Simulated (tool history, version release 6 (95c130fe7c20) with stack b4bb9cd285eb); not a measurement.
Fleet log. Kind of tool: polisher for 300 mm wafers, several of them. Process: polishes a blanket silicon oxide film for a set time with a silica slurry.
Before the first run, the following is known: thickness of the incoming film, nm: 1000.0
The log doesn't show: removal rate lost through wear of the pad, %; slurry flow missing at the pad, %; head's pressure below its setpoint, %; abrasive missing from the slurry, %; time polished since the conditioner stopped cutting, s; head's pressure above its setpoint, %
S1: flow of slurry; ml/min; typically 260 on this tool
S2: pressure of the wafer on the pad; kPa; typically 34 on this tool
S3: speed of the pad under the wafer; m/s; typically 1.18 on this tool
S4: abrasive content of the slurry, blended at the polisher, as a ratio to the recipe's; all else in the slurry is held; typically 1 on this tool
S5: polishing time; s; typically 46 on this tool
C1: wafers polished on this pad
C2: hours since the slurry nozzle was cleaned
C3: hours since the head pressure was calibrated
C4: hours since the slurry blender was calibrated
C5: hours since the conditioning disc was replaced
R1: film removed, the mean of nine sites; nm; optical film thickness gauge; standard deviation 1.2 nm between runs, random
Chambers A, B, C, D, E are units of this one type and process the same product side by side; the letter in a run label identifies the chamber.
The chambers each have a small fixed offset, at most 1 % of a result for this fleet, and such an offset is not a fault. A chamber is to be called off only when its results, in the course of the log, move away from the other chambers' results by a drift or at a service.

run   hour   S1  S2    S3    S4  S5   C1     C2     C3     C4     C5      R1
       1.2  -- chamber B: worn pad replaced by a new one
 1C    3.1  260  34  1.18     1  46  223  308.5  107.7   67.4    247  183.16
       5.5  -- chamber A: slurry blender recalibrated
       5.5  -- chamber E: worn pad replaced by a new one
 2B    5.7  260  34  1.18     1  46   66  127.2  725.2  146.2  159.4  185.22
 3A   10.7  260  34  1.18     1  46  258  526.8  593.2    5.3   78.1  183.75
      14.1  -- chamber E: slurry blender recalibrated
 4D   15.7  260  34  1.18     1  46  833    282  272.3   96.3  285.9   184.6
 5E   19.7  260  34  1.18     1  46  208  123.9     52    5.6  266.6  185.52
      23.8  -- chamber A: slurry nozzle cleaned
 6D   24.7  260  34  1.18     1  46  965    291  281.3  105.3  294.9  185.41
 7A   27.3  260  34  1.18     1  46  501    3.5  609.8   21.9   94.7  184.13
 8E   29.8  260  34  1.18     1  46  355    134   62.1   15.7  276.7  185.18
 9B   32.2  260  34  1.18  0.75  46  453  153.7  751.7  172.7  185.9   159.7
10C   36.8  260  34  1.18  0.75  46  715  342.2  141.4  101.1  280.7  161.36
11A   41.2  260  34  1.18  0.75  46  704   17.4  623.7   35.8  108.6  160.01
      43.7  -- chamber D: worn pad replaced by a new one
12B   46.1  260  34  1.18  0.75  46  656  167.6  765.6  186.6  199.8  159.24
        49  -- chamber C: conditioning disc replaced and pad reconditioned
      50.4  -- chamber C: slurry nozzle cleaned
13C   50.6  260  34  1.18  0.75  46  917    0.3  155.2  114.9    1.6  161.79
      53.4  -- chamber B: worn pad replaced by a new one
14D     56  260  34  1.18     1  46  179  322.3  312.6  136.6  326.2  183.83
15E   59.2  260  34  1.18     1  46  784  163.4   91.5   45.1  306.1  183.45
      62.7  -- chamber A: worn pad replaced by a new one
16E   64.3  260  34  1.18     1  46  859  168.5   96.6   50.2  311.2   184.6
      66.6  -- chamber E: worn pad replaced by a new one
        68  -- chamber A: head pressure recalibrated
17D     69  260  34  1.18     1  46  369  335.3  325.6  149.6  339.2  183.66
18A     72  260  34  1.18     1  46  136   48.2    4.1   66.6  139.4  173.29
      75.5  -- chamber C: worn pad replaced by a new one
19B   75.6  260  34  1.18     1  46  324  197.1  795.1  216.1  229.3  184.82
20C   78.8  260  34  1.18     1  46   48   28.5  183.4  143.1   29.8  184.89
21B   83.4  260  34  1.18     1  46  438  204.9  802.9  223.9  237.1  183.75
22A   88.7  260  34  1.18     1  46  380   64.9   20.8   83.3  156.1  175.02
      89.5  -- chamber B: head pressure recalibrated
23E   93.5  260  34  1.18     1  46  393  197.7  125.8   79.4  340.4  184.67
24D   98.6  260  34  1.18     1  46  801  364.9  355.2  179.2  368.8  186.16
25C  101.2  260  34  1.18     1  46  376   50.9  205.8  165.5   52.2  182.66
26B  104.7  260  34  1.18     1  46  749  226.2   15.3  245.2  258.4  183.63
     104.9  -- chamber D: conditioning disc replaced and pad reconditioned
27D  109.5  260  34  1.18     1  46  960  375.8  366.1  190.1    4.7  186.84
28A  112.3  260  34  1.18     1  46  725   88.5   44.4  106.9  179.7  174.58
29E    116  260  34  1.18     1  46  721  220.2  148.3  101.9  362.9  185.35
30C  119.2  260  34  1.18     1  46  638   68.9  223.8  183.5   70.2  181.81
31A  121.6  260  34  1.18     1  61  860   97.8   53.7  116.2    189  230.47
32E  126.3  260  34  1.18     1  61  872  230.5  158.6  112.2  373.2  242.08

The same settings go to every chamber for the next run, one line per chamber below. Forecast the results for each:
33A  130.2  260  34  0.82   1  46                       ?
33B  130.2  260  34  0.82   1  46                       ?
33C  130.2  260  34  0.82   1  46                       ?
33D  130.2  260  34  0.82   1  46                       ?
33E  130.2  260  34  0.82   1  46                       ?

run      R1
33A  127.94
33B  137.79
33C  137.58
33D  137.94
33E  139.18
